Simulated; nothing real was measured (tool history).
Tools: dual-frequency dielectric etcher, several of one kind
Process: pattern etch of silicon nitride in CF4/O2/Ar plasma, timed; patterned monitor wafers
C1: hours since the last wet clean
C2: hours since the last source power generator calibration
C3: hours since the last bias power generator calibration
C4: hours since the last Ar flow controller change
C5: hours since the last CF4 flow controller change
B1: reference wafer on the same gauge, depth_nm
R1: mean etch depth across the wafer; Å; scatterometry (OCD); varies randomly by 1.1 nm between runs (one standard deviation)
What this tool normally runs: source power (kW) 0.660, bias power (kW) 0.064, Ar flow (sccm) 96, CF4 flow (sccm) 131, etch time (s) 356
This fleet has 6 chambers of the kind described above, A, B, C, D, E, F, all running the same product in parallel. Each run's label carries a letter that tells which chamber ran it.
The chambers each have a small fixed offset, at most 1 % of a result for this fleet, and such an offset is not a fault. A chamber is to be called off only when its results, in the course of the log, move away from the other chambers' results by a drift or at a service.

run 1D hour=3.5 | source_power_(kW)=0.660 bias_power_(kW)=0.064 Ar_flow_(sccm)=96 CF4_flow_(sccm)=131 etch_time_(s)=356 | C1=41.1 C2=1268.8 C3=670.1 C4=373.6 C5=1509.0 | B1=840.95 | R1=9766.6
run 2B hour=7.7 | source_power_(kW)=0.660 bias_power_(kW)=0.064 Ar_flow_(sccm)=96 CF4_flow_(sccm)=131 etch_time_(s)=356 | C1=394.0 C2=1699.1 C3=1153.3 C4=4858.7 C5=3971.0 | B1=841.11 | R1=9700.4
run 3C hour=11.9 | source_power_(kW)=0.660 bias_power_(kW)=0.064 Ar_flow_(sccm)=96 CF4_flow_(sccm)=131 etch_time_(s)=356 | C1=607.3 C2=554.3 C3=2033.2 C4=673.4 C5=174.1 | B1=841.62 | R1=9706.8
run 4E hour=15.9 | source_power_(kW)=0.660 bias_power_(kW)=0.064 Ar_flow_(sccm)=96 CF4_flow_(sccm)=131 etch_time_(s)=356 | C1=90.7 C2=1330.5 C3=2247.8 C4=3522.2 C5=3945.4 | B1=841.21 | R1=9783.3
run 5A hour=18.7 | source_power_(kW)=0.660 bias_power_(kW)=0.064 Ar_flow_(sccm)=96 CF4_flow_(sccm)=131 etch_time_(s)=356 | C1=410.7 C2=4478.8 C3=672.7 C4=1520.9 C5=4207.9 | B1=841.82 | R1=9805.3
run 6F hour=22.5 | source_power_(kW)=0.660 bias_power_(kW)=0.056 Ar_flow_(sccm)=96 CF4_flow_(sccm)=131 etch_time_(s)=356 | C1=114.1 C2=1951.8 C3=2050.5 C4=2661.1 C5=3971.6 | B1=841.65 | R1=9350.3
run 7B hour=25.2 | source_power_(kW)=0.660 bias_power_(kW)=0.056 Ar_flow_(sccm)=96 CF4_flow_(sccm)=131 etch_time_(s)=356 | C1=411.5 C2=1716.6 C3=1170.8 C4=4876.2 C5=3988.5 | B1=841.72 | R1=9255.3
run 8F hour=29.6 | source_power_(kW)=0.660 bias_power_(kW)=0.056 Ar_flow_(sccm)=96 CF4_flow_(sccm)=131 etch_time_(s)=356 | C1=121.2 C2=1958.9 C3=2057.6 C4=2668.2 C5=3978.7 | B1=841.56 | R1=9343.8
run 9D hour=34.2 | source_power_(kW)=0.660 bias_power_(kW)=0.056 Ar_flow_(sccm)=96 CF4_flow_(sccm)=131 etch_time_(s)=356 | C1=71.8 C2=1299.5 C3=700.8 C4=404.3 C5=1539.7 | B1=841.96 | R1=9310.8
run 10C hour=37.4 | source_power_(kW)=0.660 bias_power_(kW)=0.056 Ar_flow_(sccm)=96 CF4_flow_(sccm)=131 etch_time_(s)=356 | C1=632.8 C2=579.8 C3=2058.7 C4=698.9 C5=199.6 | B1=841.98 | R1=9255.4
run 11A hour=40.2 | source_power_(kW)=0.660 bias_power_(kW)=0.056 Ar_flow_(sccm)=96 CF4_flow_(sccm)=131 etch_time_(s)=356 | C1=432.2 C2=4500.3 C3=694.2 C4=1542.4 C5=4229.4 | B1=842.09 | R1=9329.8
run 12E hour=42.8 | source_power_(kW)=0.660 bias_power_(kW)=0.064 Ar_flow_(sccm)=96 CF4_flow_(sccm)=131 etch_time_(s)=356 | C1=117.6 C2=1357.4 C3=2274.7 C4=3549.1 C5=3972.3 | B1=842.26 | R1=9772.2
run 13E hour=46.3 | source_power_(kW)=0.660 bias_power_(kW)=0.064 Ar_flow_(sccm)=96 CF4_flow_(sccm)=131 etch_time_(s)=356 | C1=121.1 C2=1360.9 C3=2278.2 C4=3552.6 C5=3975.8 | B1=842.18 | R1=9792.3
run 14C hour=48.5 | source_power_(kW)=0.660 bias_power_(kW)=0.064 Ar_flow_(sccm)=96 CF4_flow_(sccm)=131 etch_time_(s)=356 | C1=643.9 C2=590.9 C3=2069.8 C4=710.0 C5=210.7 | B1=842.41 | R1=9699.4
run 15D hour=51.2 | source_power_(kW)=0.660 bias_power_(kW)=0.064 Ar_flow_(sccm)=96 CF4_flow_(sccm)=131 etch_time_(s)=356 | C1=88.8 C2=1316.5 C3=717.8 C4=421.3 C5=1556.7 | B1=842.45 | R1=9798.1
run 16F hour=54.2 | source_power_(kW)=0.660 bias_power_(kW)=0.064 Ar_flow_(sccm)=96 CF4_flow_(sccm)=131 etch_time_(s)=356 | C1=145.8 C2=1983.5 C3=2082.2 C4=2692.8 C5=4003.3 | B1=842.67 | R1=9842.0
run 17B hour=57.9 | source_power_(kW)=0.660 bias_power_(kW)=0.064 Ar_flow_(sccm)=96 CF4_flow_(sccm)=131 etch_time_(s)=356 | C1=444.2 C2=1749.3 C3=1203.5 C4=4908.9 C5=4021.2 | B1=842.46 | R1=9716.3
run 18A hour=62.7 | source_power_(kW)=0.730 bias_power_(kW)=0.064 Ar_flow_(sccm)=96 CF4_flow_(sccm)=131 etch_time_(s)=356 | C1=454.7 C2=4522.8 C3=716.7 C4=1564.9 C5=4251.9 | B1=842.75 | R1=10701.0
-- hour=67.8 chamber C: wet clean of the chamber
run 19B hour=67.8 | source_power_(kW)=0.730 bias_power_(kW)=0.064 Ar_flow_(sccm)=96 CF4_flow_(sccm)=131 etch_time_(s)=356 | C1=454.1 C2=1759.2 C3=1213.4 C4=4918.8 C5=4031.1 | B1=842.93 | R1=10630.0
run 20A hour=72.4 | source_power_(kW)=0.730 bias_power_(kW)=0.064 Ar_flow_(sccm)=96 CF4_flow_(sccm)=131 etch_time_(s)=356 | C1=464.4 C2=4532.5 C3=726.4 C4=1574.6 C5=4261.6 | B1=843.14 | R1=10693.0
run 21F hour=75.5 | source_power_(kW)=0.730 bias_power_(kW)=0.064 Ar_flow_(sccm)=96 CF4_flow_(sccm)=131 etch_time_(s)=356 | C1=167.1 C2=2004.8 C3=2103.5 C4=2714.1 C5=4024.6 | B1=843.09 | R1=10744.0
run 22C hour=79.3 | source_power_(kW)=0.730 bias_power_(kW)=0.064 Ar_flow_(sccm)=96 CF4_flow_(sccm)=131 etch_time_(s)=356 | C1=11.5 C2=621.7 C3=2100.6 C4=740.8 C5=241.5 | B1=843.41 | R1=10637.0
run 23E hour=84.1 | source_power_(kW)=0.730 bias_power_(kW)=0.064 Ar_flow_(sccm)=96 CF4_flow_(sccm)=131 etch_time_(s)=356 | C1=158.9 C2=1398.7 C3=2316.0 C4=3590.4 C5=4013.6 | B1=843.34 | R1=10686.0
run 24D hour=87.0 | source_power_(kW)=0.660 bias_power_(kW)=0.064 Ar_flow_(sccm)=96 CF4_flow_(sccm)=131 etch_time_(s)=356 | C1=124.6 C2=1352.3 C3=753.6 C4=457.1 C5=1592.5 | B1=843.30 | R1=9790.2
run 25B hour=89.9 | source_power_(kW)=0.660 bias_power_(kW)=0.064 Ar_flow_(sccm)=96 CF4_flow_(sccm)=131 etch_time_(s)=356 | C1=476.2 C2=1781.3 C3=1235.5 C4=4940.9 C5=4053.2 | B1=843.69 | R1=9731.8
run 26A hour=93.0 | source_power_(kW)=0.660 bias_power_(kW)=0.064 Ar_flow_(sccm)=96 CF4_flow_(sccm)=131 etch_time_(s)=356 | C1=485.0 C2=4553.1 C3=747.0 C4=1595.2 C5=4282.2 | B1=843.77 | R1=9829.0
-- hour=94.6 chamber A: wet clean of the chamber
run 27C hour=96.6 | source_power_(kW)=0.660 bias_power_(kW)=0.064 Ar_flow_(sccm)=96 CF4_flow_(sccm)=131 etch_time_(s)=356 | C1=28.8 C2=639.0 C3=2117.9 C4=758.1 C5=258.8 | B1=843.83 | R1=9749.0
run 28E hour=99.1 | source_power_(kW)=0.660 bias_power_(kW)=0.064 Ar_flow_(sccm)=96 CF4_flow_(sccm)=131 etch_time_(s)=356 | C1=173.9 C2=1413.7 C3=2331.0 C4=3605.4 C5=4028.6 | B1=843.61 | R1=9798.8
run 29F hour=101.9 | source_power_(kW)=0.660 bias_power_(kW)=0.064 Ar_flow_(sccm)=78 CF4_flow_(sccm)=131 etch_time_(s)=356 | C1=193.5 C2=2031.2 C3=2129.9 C4=2740.5 C5=4051.0 | B1=843.76 | R1=10041.0
run 30D hour=105.9 | source_power_(kW)=0.660 bias_power_(kW)=0.064 Ar_flow_(sccm)=78 CF4_flow_(sccm)=131 etch_time_(s)=356 | C1=143.5 C2=1371.2 C3=772.5 C4=476.0 C5=1611.4 | B1=843.78 | R1=9996.0
run 31B hour=111.0 | source_power_(kW)=0.660 bias_power_(kW)=0.064 Ar_flow_(sccm)=78 CF4_flow_(sccm)=131 etch_time_(s)=356 | C1=497.3 C2=1802.4 C3=1256.6 C4=4962.0 C5=4074.3 | B1=844.33 | R1=9942.0
run 32F hour=113.9 | source_power_(kW)=0.660 bias_power_(kW)=0.064 Ar_flow_(sccm)=78 CF4_flow_(sccm)=131 etch_time_(s)=356 | C1=205.5 C2=2043.2 C3=2141.9 C4=2752.5 C5=4063.0 | B1=844.50 | R1=10043.0
run 33C hour=118.9 | source_power_(kW)=0.660 bias_power_(kW)=0.064 Ar_flow_(sccm)=78 CF4_flow_(sccm)=131 etch_time_(s)=356 | C1=51.1 C2=661.3 C3=2140.2 C4=780.4 C5=281.1 | B1=844.60 | R1=9926.7
run 34D hour=121.1 | source_power_(kW)=0.660 bias_power_(kW)=0.064 Ar_flow_(sccm)=78 CF4_flow_(sccm)=131 etch_time_(s)=356 | C1=158.7 C2=1386.4 C3=787.7 C4=491.2 C5=1626.6 | B1=844.72 | R1=9998.1
run 35E hour=125.3 | source_power_(kW)=0.660 bias_power_(kW)=0.064 Ar_flow_(sccm)=96 CF4_flow_(sccm)=131 etch_time_(s)=356 | C1=200.1 C2=1439.9 C3=2357.2 C4=3631.6 C5=4054.8 | B1=844.69 | R1=9809.5
run 36A hour=128.0 | source_power_(kW)=0.660 bias_power_(kW)=0.064 Ar_flow_(sccm)=96 CF4_flow_(sccm)=131 etch_time_(s)=356 | C1=33.4 C2=4588.1 C3=782.0 C4=1630.2 C5=4317.2 | B1=844.71 | R1=9828.3
run 37F hour=131.5 | source_power_(kW)=0.660 bias_power_(kW)=0.072 Ar_flow_(sccm)=96 CF4_flow_(sccm)=131 etch_time_(s)=356 | C1=223.1 C2=2060.8 C3=2159.5 C4=2770.1 C5=4080.6 | B1=844.82 | R1=10315.0

The same settings go to every chamber for the next run, one line per chamber below. Forecast the results for each:
run 38A hour=135.2 | source_power_(kW)=0.660 bias_power_(kW)=0.064 Ar_flow_(sccm)=96 CF4_flow_(sccm)=131 etch_time_(s)=356 | R1=?
run 38B hour=135.2 | source_power_(kW)=0.660 bias_power_(kW)=0.064 Ar_flow_(sccm)=96 CF4_flow_(sccm)=131 etch_time_(s)=356 | R1=?
run 38C hour=135.2 | source_power_(kW)=0.660 bias_power_(kW)=0.064 Ar_flow_(sccm)=96 CF4_flow_(sccm)=131 etch_time_(s)=356 | R1=?
run 38D hour=135.2 | source_power_(kW)=0.660 bias_power_(kW)=0.064 Ar_flow_(sccm)=96 CF4_flow_(sccm)=131 etch_time_(s)=356 | R1=?
run 38E hour=135.2 | source_power_(kW)=0.660 bias_power_(kW)=0.064 Ar_flow_(sccm)=96 CF4_flow_(sccm)=131 etch_time_(s)=356 | R1=?
run 38F hour=135.2 | source_power_(kW)=0.660 bias_power_(kW)=0.064 Ar_flow_(sccm)=96 CF4_flow_(sccm)=131 etch_time_(s)=356 | R1=?

run=38A R1=9826.0
run=38B R1=9752.5
run=38C R1=9762.0
run=38D R1=9834.9
run=38E R1=9819.7
run=38F R1=9853.1
